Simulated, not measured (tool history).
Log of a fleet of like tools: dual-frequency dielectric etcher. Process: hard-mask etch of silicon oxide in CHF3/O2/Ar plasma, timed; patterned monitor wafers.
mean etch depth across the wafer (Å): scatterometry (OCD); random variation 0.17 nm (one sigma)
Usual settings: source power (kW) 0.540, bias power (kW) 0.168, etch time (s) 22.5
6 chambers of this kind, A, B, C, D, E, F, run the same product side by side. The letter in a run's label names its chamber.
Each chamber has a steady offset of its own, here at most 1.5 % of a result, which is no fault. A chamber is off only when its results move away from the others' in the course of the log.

run	day	source power (kW)	bias power (kW)	etch time (s)	hours since the last wet clean	hours since the last source power generator calibration	hours since the last bias power generator calibration	read-back reference wafer on the same gauge, depth_nm	mean etch depth across the wafer (Å)
# day 0.100: chamber F: source power generator calibrated
1C	0.412	0.540	0.168	22.5	463.1	4088.0	1577.6	38.191	416.60
2B	0.767	0.540	0.168	22.5	31.2	628.7	4805.1	38.194	417.27
3E	1.154	0.540	0.168	22.5	258.8	333.4	1961.2	38.194	418.60
# day 1.333: chamber D: source power generator calibrated
4A	1.525	0.540	0.168	22.5	514.6	2833.4	1218.3	38.176	416.11
5F	1.933	0.540	0.168	22.5	455.7	44.1	930.3	38.173	415.66
# day 2.300: chamber C: wet clean of the chamber
6D	2.333	0.540	0.168	22.5	582.7	24.0	1015.1	38.193	420.58
# day 2.646: chamber D: wet clean of the chamber
# day 2.738: chamber B: bias power generator calibrated
7E	2.750	0.540	0.168	22.5	297.1	371.7	1999.5	38.212	421.71
8C	2.938	0.540	0.168	22.5	15.4	4148.6	1638.2	38.198	416.93
9A	3.283	0.540	0.168	22.5	556.8	2875.6	1260.5	38.195	416.60
10D	3.517	0.540	0.168	22.5	21.0	52.4	1043.5	38.170	421.42
11B	3.825	0.540	0.168	22.5	104.6	702.1	26.1	38.215	418.90
12F	4.258	0.540	0.168	22.5	511.5	99.9	986.1	38.215	417.28
13A	4.558	0.540	0.168	22.5	587.4	2906.2	1291.1	38.169	414.37
# day 4.612: chamber A: wet clean of the chamber
14E	4.767	0.540	0.168	22.5	345.5	420.1	2047.9	38.182	418.49
15C	4.996	0.540	0.168	22.5	64.8	4198.0	1687.6	38.180	415.63
16D	5.317	0.540	0.168	22.5	64.2	95.6	1086.7	38.227	423.63
17F	5.700	0.540	0.168	22.5	546.1	134.5	1020.7	38.217	412.98
18B	6.088	0.540	0.142	22.5	158.9	756.4	80.4	38.192	397.04
19B	6.479	0.540	0.142	22.5	168.3	765.8	89.8	38.229	396.42
# day 6.571: chamber F: wet clean of the chamber
20D	6.904	0.540	0.142	22.5	102.3	133.7	1124.8	38.176	403.97
21E	7.171	0.540	0.142	22.5	403.2	477.8	2105.6	38.201	395.87
22C	7.604	0.540	0.142	22.5	127.4	4260.6	1750.2	38.172	393.89
23F	7.850	0.540	0.142	22.5	30.7	186.1	1072.3	38.206	410.76
24A	8.142	0.540	0.168	22.5	84.8	2992.2	1377.1	38.159	416.51
# day 8.408: chamber E: wet clean of the chamber
25D	8.500	0.540	0.168	22.5	140.6	172.0	1163.1	38.196	422.67
26B	8.733	0.540	0.168	22.5	222.4	819.9	143.9	38.198	420.47
27C	9.146	0.460	0.168	22.5	164.4	4297.6	1787.2	38.188	392.36
28A	9.412	0.460	0.168	22.5	115.3	3022.7	1407.6	38.195	391.12
29E	9.642	0.460	0.168	22.5	29.6	537.1	2164.9	38.205	393.81
30F	9.892	0.460	0.168	22.5	79.7	235.1	1121.3	38.178	410.94
31D	10.125	0.460	0.168	22.5	179.6	211.0	1202.1	38.154	398.46
32F	10.542	0.460	0.168	22.5	95.3	250.7	1136.9	38.206	412.33
33E	10.800	0.540	0.168	22.5	57.4	564.9	2192.7	38.199	418.04
# day 11.158: chamber C: bias power generator calibrated
34B	11.225	0.540	0.168	22.5	282.2	879.7	203.7	38.180	416.51
35C	11.617	0.540	0.168	22.5	223.7	4356.9	11.1	38.229	414.05
36A	11.921	0.460	0.168	22.5	175.5	3082.9	1467.8	38.219	392.82
37E	12.200	0.460	0.168	22.5	91.0	598.5	2226.3	38.208	393.19
38D	12.583	0.460	0.168	22.5	238.6	270.0	1261.1	38.182	397.53
39F	12.933	0.460	0.168	22.5	152.7	308.1	1194.3	38.197	412.25
40C	13.225	0.460	0.168	22.5	262.3	4395.5	49.7	38.183	390.04
41B	13.638	0.460	0.168	22.5	340.1	937.6	261.6	38.198	394.43
42A	13.904	0.540	0.168	22.5	223.1	3130.5	1515.4	38.209	411.72
43C	14.246	0.540	0.168	22.5	286.8	4420.0	74.2	38.228	419.54
44D	14.571	0.540	0.168	22.5	286.3	317.7	1308.8	38.191	422.91

Is one chamber off against the others, does the gauge drift, or is nothing wrong? If a chamber is off, say which, and what the likeliest cause is.

A service left chamber F off against the others.
Cause: etch rate over this chamber's usual, % = 4.55.

Here are 4 candidates for chamber F's next run, each the usual settings with a change, their results left as question marks. Which one brings its results back in line with what the others give on the usual settings?
In line means no further than this from the other chambers' mean on the usual settings: mean etch depth across the wafer (Å) 5.80
45F-1	14.883	0.510	0.160	22.5					?
45F-2	14.883	0.520	0.168	22.5					?
45F-3	14.883	0.560	0.168	22.5					?
45F-4	14.883	0.570	0.176	22.5					?

The other chambers' mean on the usual settings: mean etch depth across the wafer (Å) 418.47
run	mean etch depth across the wafer (Å)
45F-1	418.68
45F-2	428.87
45F-3	441.35
45F-4	451.45
45F-1 brings the chamber back in line.
